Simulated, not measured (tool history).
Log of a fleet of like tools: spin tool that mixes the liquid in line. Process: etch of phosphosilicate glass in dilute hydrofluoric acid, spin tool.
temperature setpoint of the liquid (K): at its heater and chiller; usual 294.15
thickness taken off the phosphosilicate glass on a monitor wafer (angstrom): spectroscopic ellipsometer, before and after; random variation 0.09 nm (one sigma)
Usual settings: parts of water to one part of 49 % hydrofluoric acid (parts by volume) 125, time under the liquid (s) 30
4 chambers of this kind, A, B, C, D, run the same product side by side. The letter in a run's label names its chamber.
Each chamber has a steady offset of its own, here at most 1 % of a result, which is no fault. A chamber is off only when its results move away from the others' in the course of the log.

| run | day | temperature setpoint of the liquid (K) | parts of water to one part of 49 % hydrofluoric acid (parts by volume) | time under the liquid (s) | hours since the thermometer was replaced | hours since the hydrofluoric acid flow meter was replaced | read-back film thickness of the phosphosilicate glass reference wafer, read on the same gauge (nm) | thickness taken off the phosphosilicate glass on a monitor wafer (angstrom) |
|---|---|---|---|---|---|---|---|---|
| 1B | 0.238 | 294.15 | 125 | 30 | 297.6 | 814.7 | 49.973 | 241.62 |
|  | 0.417 | chamber B: hydrofluoric acid flow meter replaced |
| 2C | 0.45 | 294.15 | 125 | 30 | 92.8 | 176.8 | 50.011 | 240.56 |
| 3A | 0.671 | 294.15 | 125 | 30 | 1131.7 | 199 | 50.005 | 241.76 |
| 4D | 0.854 | 294.15 | 125 | 30 | 411.1 | 1128.1 | 49.981 | 241.66 |
| 5D | 1.029 | 294.15 | 125 | 30 | 415.3 | 1132.3 | 50.025 | 240.51 |
| 6A | 1.162 | 294.15 | 125 | 30 | 1143.5 | 210.8 | 49.986 | 240.88 |
| 7C | 1.45 | 294.15 | 125 | 30 | 116.8 | 200.8 | 50.005 | 241.23 |
| 8B | 1.729 | 294.15 | 125 | 30 | 333.4 | 31.6 | 50.009 | 243.47 |
| 9D | 1.996 | 294.15 | 125 | 30 | 438.5 | 1155.5 | 49.992 | 241.89 |
| 10C | 2.267 | 294.15 | 125 | 15 | 136.4 | 220.4 | 49.996 | 120.89 |
| 11A | 2.521 | 294.15 | 125 | 15 | 1176.1 | 243.4 | 50.002 | 120.82 |
| 12B | 2.675 | 294.15 | 125 | 15 | 356.1 | 54.3 | 49.989 | 121.42 |
| 13A | 2.854 | 294.15 | 125 | 15 | 1184.1 | 251.4 | 50.006 | 121.55 |
| 14B | 3.146 | 294.15 | 125 | 30 | 367.4 | 65.6 | 49.997 | 242.95 |
| 15D | 3.342 | 294.15 | 125 | 30 | 470.8 | 1187.8 | 50.011 | 241.58 |
| 16C | 3.529 | 294.15 | 125 | 30 | 166.7 | 250.7 | 49.989 | 242.14 |
| 17D | 3.667 | 294.15 | 125 | 30 | 478.6 | 1195.6 | 49.986 | 240.43 |
| 18A | 3.925 | 294.15 | 125 | 30 | 1209.8 | 277.1 | 49.993 | 242.06 |
| 19B | 4.129 | 291.65 | 125 | 50 | 391 | 89.2 | 50.009 | 363.67 |
| 20C | 4.383 | 291.65 | 125 | 50 | 187.2 | 271.2 | 50.007 | 363.71 |
| 21D | 4.633 | 291.65 | 125 | 50 | 501.8 | 1218.8 | 49.996 | 363.33 |
| 22B | 4.938 | 291.65 | 125 | 50 | 410.4 | 108.6 | 50.002 | 366.77 |
| 23C | 5.229 | 294.15 | 125 | 30 | 207.5 | 291.5 | 50.015 | 243.36 |
| 24A | 5.508 | 290.15 | 125 | 30 | 1247.8 | 315.1 | 49.965 | 206.72 |
| 25B | 5.712 | 290.15 | 125 | 30 | 429 | 127.2 | 50.009 | 207.47 |
| 26C | 5.958 | 290.15 | 125 | 30 | 225 | 309 | 49.999 | 206.02 |
| 27A | 6.133 | 290.15 | 125 | 30 | 1262.8 | 330.1 | 50.011 | 205.63 |
| 28D | 6.367 | 294.15 | 125 | 30 | 543.4 | 1260.4 | 50.019 | 241.35 |
| 29D | 6.596 | 294.15 | 125 | 30 | 548.9 | 1265.9 | 50 | 240.54 |
| 30B | 6.854 | 294.15 | 125 | 30 | 456.4 | 154.6 | 50.01 | 241.74 |
| 31C | 7.079 | 294.15 | 145 | 40 | 251.9 | 335.9 | 50.001 | 272.65 |
| 32A | 7.271 | 294.15 | 145 | 40 | 1290.1 | 357.4 | 50.001 | 272.75 |
| 33A | 7.521 | 294.15 | 145 | 40 | 1296.1 | 363.4 | 50.019 | 273.41 |
| 34C | 7.721 | 294.15 | 145 | 40 | 267.3 | 351.3 | 49.988 | 272.25 |

What goes on in this fleet: one chamber off, a drifting gauge, or nothing beyond the chambers' own small offsets? Name the chamber and the cause, if any.

No chamber stands off beyond its own small offset, and the gauge holds steady.

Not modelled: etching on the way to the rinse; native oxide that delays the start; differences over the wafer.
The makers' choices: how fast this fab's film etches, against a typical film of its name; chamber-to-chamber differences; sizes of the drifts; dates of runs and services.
